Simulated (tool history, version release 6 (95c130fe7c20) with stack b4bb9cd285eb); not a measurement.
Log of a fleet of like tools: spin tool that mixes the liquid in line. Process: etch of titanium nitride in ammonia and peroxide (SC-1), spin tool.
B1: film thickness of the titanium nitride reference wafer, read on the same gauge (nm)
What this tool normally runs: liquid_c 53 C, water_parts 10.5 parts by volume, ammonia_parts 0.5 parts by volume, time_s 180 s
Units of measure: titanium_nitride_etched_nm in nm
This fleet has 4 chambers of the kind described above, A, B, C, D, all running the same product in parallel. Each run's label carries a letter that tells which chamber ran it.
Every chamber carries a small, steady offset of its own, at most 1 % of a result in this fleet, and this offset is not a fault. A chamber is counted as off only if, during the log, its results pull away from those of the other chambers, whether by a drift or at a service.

run 1B hour=5.1 | liquid_c=53 water_parts=10.5 ammonia_parts=0.5 time_s=180 | B1=80.024 | titanium_nitride_etched_nm=24.291
run 2C hour=8.9 | liquid_c=53 water_parts=10.5 ammonia_parts=0.5 time_s=180 | B1=80.015 | titanium_nitride_etched_nm=24.049
run 3D hour=12.1 | liquid_c=53 water_parts=10.5 ammonia_parts=0.5 time_s=180 | B1=79.994 | titanium_nitride_etched_nm=24.13
run 4A hour=15.3 | liquid_c=53 water_parts=10.5 ammonia_parts=0.5 time_s=180 | B1=80.005 | titanium_nitride_etched_nm=24.225
-- hour=16.8 chamber C: new drum of ammonia solution connected
run 5C hour=18.5 | liquid_c=53 water_parts=10.5 ammonia_parts=0.5 time_s=180 | B1=80.012 | titanium_nitride_etched_nm=24.026
-- hour=22.8 chamber D: thermometer replaced
run 6A hour=23.7 | liquid_c=53 water_parts=10.5 ammonia_parts=0.5 time_s=180 | B1=80.003 | titanium_nitride_etched_nm=24.265
run 7B hour=29.5 | liquid_c=53 water_parts=10.5 ammonia_parts=0.5 time_s=180 | B1=80.008 | titanium_nitride_etched_nm=24.539
run 8D hour=34.1 | liquid_c=53 water_parts=14 ammonia_parts=0.6 time_s=180 | B1=80.012 | titanium_nitride_etched_nm=21.633
run 9C hour=39.5 | liquid_c=53 water_parts=14 ammonia_parts=0.6 time_s=180 | B1=80.017 | titanium_nitride_etched_nm=21.381
run 10D hour=43.9 | liquid_c=53 water_parts=14 ammonia_parts=0.6 time_s=180 | B1=80 | titanium_nitride_etched_nm=21.341
run 11A hour=48.8 | liquid_c=53 water_parts=14 ammonia_parts=0.6 time_s=180 | B1=80.011 | titanium_nitride_etched_nm=21.357
run 12B hour=54.6 | liquid_c=53 water_parts=10.5 ammonia_parts=0.4 time_s=145 | B1=80.005 | titanium_nitride_etched_nm=19.025
-- hour=55.6 chamber C: ammonia flow meter replaced
run 13B hour=60.2 | liquid_c=53 water_parts=10.5 ammonia_parts=0.4 time_s=145 | B1=80.004 | titanium_nitride_etched_nm=19.027
run 14C hour=65.7 | liquid_c=53 water_parts=10.5 ammonia_parts=0.4 time_s=145 | B1=80.006 | titanium_nitride_etched_nm=18.793
run 15A hour=70.1 | liquid_c=53 water_parts=10.5 ammonia_parts=0.4 time_s=145 | B1=79.997 | titanium_nitride_etched_nm=18.723
run 16D hour=72.7 | liquid_c=53 water_parts=13 ammonia_parts=0.5 time_s=180 | B1=80.006 | titanium_nitride_etched_nm=21.589
run 17A hour=76 | liquid_c=53 water_parts=13 ammonia_parts=0.5 time_s=180 | B1=79.988 | titanium_nitride_etched_nm=21.402
run 18D hour=78.7 | liquid_c=53 water_parts=13 ammonia_parts=0.5 time_s=180 | B1=79.993 | titanium_nitride_etched_nm=21.565
-- hour=81.7 chamber A: new drum of ammonia solution connected
run 19B hour=82.8 | liquid_c=53 water_parts=13 ammonia_parts=0.5 time_s=180 | B1=80.036 | titanium_nitride_etched_nm=22.335
run 20C hour=87.1 | liquid_c=45.5 water_parts=10.5 ammonia_parts=0.5 time_s=275 | B1=80.011 | titanium_nitride_etched_nm=22.061
run 21D hour=91.2 | liquid_c=45.5 water_parts=10.5 ammonia_parts=0.5 time_s=275 | B1=80.019 | titanium_nitride_etched_nm=21.708
run 22A hour=95.7 | liquid_c=45.5 water_parts=10.5 ammonia_parts=0.5 time_s=275 | B1=80.002 | titanium_nitride_etched_nm=21.974
run 23C hour=101.4 | liquid_c=45.5 water_parts=10.5 ammonia_parts=0.5 time_s=275 | B1=79.973 | titanium_nitride_etched_nm=22.344
run 24B hour=106.8 | liquid_c=56 water_parts=10.5 ammonia_parts=0.5 time_s=180 | B1=79.971 | titanium_nitride_etched_nm=30.779
run 25B hour=110.9 | liquid_c=56 water_parts=10.5 ammonia_parts=0.5 time_s=180 | B1=80.002 | titanium_nitride_etched_nm=31.087
run 26D hour=116.1 | liquid_c=56 water_parts=10.5 ammonia_parts=0.5 time_s=180 | B1=79.987 | titanium_nitride_etched_nm=29.436
run 27C hour=118.7 | liquid_c=56 water_parts=10.5 ammonia_parts=0.5 time_s=180 | B1=79.981 | titanium_nitride_etched_nm=29.568
run 28A hour=121.2 | liquid_c=45 water_parts=8 ammonia_parts=0.5 time_s=180 | B1=80.005 | titanium_nitride_etched_nm=15.91
run 29D hour=124.9 | liquid_c=45 water_parts=8 ammonia_parts=0.5 time_s=180 | B1=79.986 | titanium_nitride_etched_nm=15.855
run 30B hour=130.6 | liquid_c=45 water_parts=8 ammonia_parts=0.5 time_s=180 | B1=79.984 | titanium_nitride_etched_nm=16.9
run 31A hour=133.2 | liquid_c=45 water_parts=8 ammonia_parts=0.5 time_s=180 | B1=80.003 | titanium_nitride_etched_nm=15.93
run 32C hour=136.1 | liquid_c=53 water_parts=10.5 ammonia_parts=0.5 time_s=180 | B1=79.991 | titanium_nitride_etched_nm=24.288
-- hour=138.5 chamber B: ammonia flow meter replaced
run 33A hour=138.7 | liquid_c=53 water_parts=10.5 ammonia_parts=0.5 time_s=180 | B1=80.007 | titanium_nitride_etched_nm=24.016
run 34B hour=144 | liquid_c=59 water_parts=14 ammonia_parts=0.5 time_s=180 | B1=80.004 | titanium_nitride_etched_nm=32.817
run 35D hour=149.3 | liquid_c=59 water_parts=14 ammonia_parts=0.5 time_s=180 | B1=79.974 | titanium_nitride_etched_nm=31.246
run 36C hour=152.3 | liquid_c=59 water_parts=14 ammonia_parts=0.5 time_s=180 | B1=79.996 | titanium_nitride_etched_nm=31.055
run 37A hour=154.9 | liquid_c=59 water_parts=14 ammonia_parts=0.5 time_s=180 | B1=79.986 | titanium_nitride_etched_nm=31.087

All 4 chambers run these settings next. Forecast each chamber's results:
run 38A hour=159.1 | liquid_c=53 water_parts=13 ammonia_parts=0.5 time_s=180 | titanium_nitride_etched_nm=?
run 38B hour=159.1 | liquid_c=53 water_parts=13 ammonia_parts=0.5 time_s=180 | titanium_nitride_etched_nm=?
run 38C hour=159.1 | liquid_c=53 water_parts=13 ammonia_parts=0.5 time_s=180 | titanium_nitride_etched_nm=?
run 38D hour=159.1 | liquid_c=53 water_parts=13 ammonia_parts=0.5 time_s=180 | titanium_nitride_etched_nm=?

run=38A titanium_nitride_etched_nm=21.628
run=38B titanium_nitride_etched_nm=22.935
run=38C titanium_nitride_etched_nm=21.522
run=38D titanium_nitride_etched_nm=21.782
